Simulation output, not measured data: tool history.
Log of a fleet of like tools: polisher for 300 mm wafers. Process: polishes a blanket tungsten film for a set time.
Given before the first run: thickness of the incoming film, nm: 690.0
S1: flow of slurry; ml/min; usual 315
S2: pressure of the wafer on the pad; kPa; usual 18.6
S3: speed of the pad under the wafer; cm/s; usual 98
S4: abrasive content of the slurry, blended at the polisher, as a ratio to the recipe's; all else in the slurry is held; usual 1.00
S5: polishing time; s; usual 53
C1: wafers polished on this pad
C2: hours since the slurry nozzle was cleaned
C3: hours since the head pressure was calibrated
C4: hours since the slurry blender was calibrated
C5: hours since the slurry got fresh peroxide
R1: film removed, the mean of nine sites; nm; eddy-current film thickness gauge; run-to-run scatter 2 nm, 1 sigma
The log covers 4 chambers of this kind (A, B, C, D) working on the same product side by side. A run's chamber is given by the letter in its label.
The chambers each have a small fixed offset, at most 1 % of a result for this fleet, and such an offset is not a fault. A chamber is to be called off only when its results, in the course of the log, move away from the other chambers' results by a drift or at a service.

run   hour   S1    S2  S3    S4  S5    C1     C2     C3     C4     C5      R1
 1B    4.2  315  18.6  98  1.00  53   796  390.2  496.1   35.1   32.3  205.80
       8.5  -- chamber B: worn pad replaced by a new one
 2D    8.5  315  18.6  98  1.00  53   656  432.9  324.4  223.2  120.9  205.32
       9.1  -- chamber A: slurry blender recalibrated
 3A   14.0  315  18.6  98  1.00  53   257  496.6  331.6    4.9   30.7  202.08
 4C   16.9  315  18.6  98  1.00  53  1190  169.4  346.1  114.7   76.3  205.35
 5D   19.4  315  18.6  98  1.00  60   801  443.8  335.3  234.1  131.8  230.42
      22.0  -- chamber C: worn pad replaced by a new one
 6A   23.1  315  18.6  98  1.00  60   379  505.7  340.7   14.0   39.8  227.28
 7C   28.3  315  18.6  98  1.00  60    84  180.8  357.5  126.1   87.7  228.38
 8B   31.9  315  18.6  98  1.00  60   313  417.9  523.8   62.8   60.0  230.47
      34.5  -- chamber C: head pressure recalibrated
      36.4  -- chamber A: head pressure recalibrated
 9C   37.2  315  18.6  98  1.00  53   203  189.7    2.8  135.0   96.6  201.98
10B   39.8  315  18.6  98  1.00  63   418  425.8  531.7   70.7   67.9  237.33
11A   43.2  315  18.6  98  1.00  63   646  525.8    6.8   34.1   59.9  247.03
12D   46.8  315  18.6  98  1.00  63  1166  471.2  362.7  261.5  159.2  241.44
      48.7  -- chamber C: slurry tank refilled with fresh slurry and peroxide
13A   50.2  315  18.6  98  1.00  63   740  532.8   13.8   41.1   66.9  239.24
14B   53.3  315  18.6  98  1.00  53   598  439.3  545.2   84.2   81.4  203.04
15D   56.0  315  18.6  98  1.00  53  1289  480.4  371.9  270.7  168.4  202.15
16C   60.7  315  18.6  98  1.00  53   516  213.2   26.3  158.5   12.0  202.77
      62.8  -- chamber D: head pressure recalibrated
      64.0  -- chamber B: slurry blender recalibrated
      64.4  -- chamber D: worn pad replaced by a new one
17A   65.2  315  18.6  98  1.00  53   940  547.8   28.8   56.1   81.9  205.42
18C   68.5  315  18.6  98  1.00  53   620  221.0   34.1  166.3   19.8  203.10
      69.3  -- chamber A: slurry tank refilled with fresh slurry and peroxide
      70.0  -- chamber B: worn pad replaced by a new one
      72.3  -- chamber D: slurry tank refilled with fresh slurry and peroxide
19D   73.7  315  18.6  98  1.00  53   124  498.1   10.9  288.4    1.5  192.74
20B   77.1  315  23.4  98  1.00  53    95  463.1  569.0   13.1  105.2  257.10
      79.5  -- chamber A: worn pad replaced by a new one
21A   80.7  315  23.4  98  1.00  53    16  563.3   44.3   71.6   11.4  255.08
22C   84.9  315  23.4  98  1.00  53   839  237.4   50.5  182.7   36.2  252.70
23D   87.5  315  23.4  98  1.00  53   308  511.9   24.7  302.2   15.3  243.64
24B   92.9  315  18.6  98  1.00  53   305  478.9  584.8   28.9  121.0  207.56
25B   96.4  315  18.6  98  1.00  53   352  482.4  588.3   32.4  124.5  204.09
      98.7  -- chamber B: slurry tank refilled with fresh slurry and peroxide
26C  101.5  315  18.6  98  1.00  53  1060  254.0   67.1  199.3   52.8  203.71
     105.4  -- chamber B: slurry nozzle cleaned
27D  106.0  315  18.6  98  1.00  53   554  530.4   43.2  320.7   33.8  191.17
28A  109.2  400  18.6  98  1.30  53   396  591.8   72.8  100.1   39.9  222.93
29B  112.6  400  18.6  98  1.30  53   568    7.2  604.5   48.6   14.0  218.15
30C  118.0  400  18.6  98  1.30  53  1280  270.5   83.6  215.8   69.3  221.77
     119.0  -- chamber C: slurry blender recalibrated
31A  121.8  400  18.6  98  1.30  53   563  604.4   85.4  112.7   52.5  221.34
     122.1  -- chamber B: worn pad replaced by a new one
     124.4  -- chamber C: worn pad replaced by a new one
32D  126.0  315  18.6  98  1.00  53   821  550.4   63.2  340.7   53.8  191.10
33D  130.3  315  18.6  98  1.00  53   878  554.7   67.5  345.0   58.1  192.88
34B  132.9  315  18.6  98  1.00  53   144   27.5  624.8   68.9   34.3  203.45
35C  137.4  315  18.6  98  1.00  53   173  289.9  103.0   18.4   88.7  205.80
36A  141.5  315  18.6  66  1.25  53   826  624.1  105.1  132.4   72.2  140.64
37A  143.9  315  18.6  66  1.25  53   858  626.5  107.5  134.8   74.6  145.28
38B  148.6  315  18.6  66  1.25  53   354   43.2  640.5   84.6   50.0  143.02

All 4 chambers run these settings next. Forecast each chamber's results:
39A  152.6  315  18.6  98  1.00  53                       ?
39B  152.6  315  18.6  98  1.00  53                       ?
39C  152.6  315  18.6  98  1.00  53                       ?
39D  152.6  315  18.6  98  1.00  53                       ?

run      R1
39A  201.81
39B  201.02
39C  204.16
39D  193.51
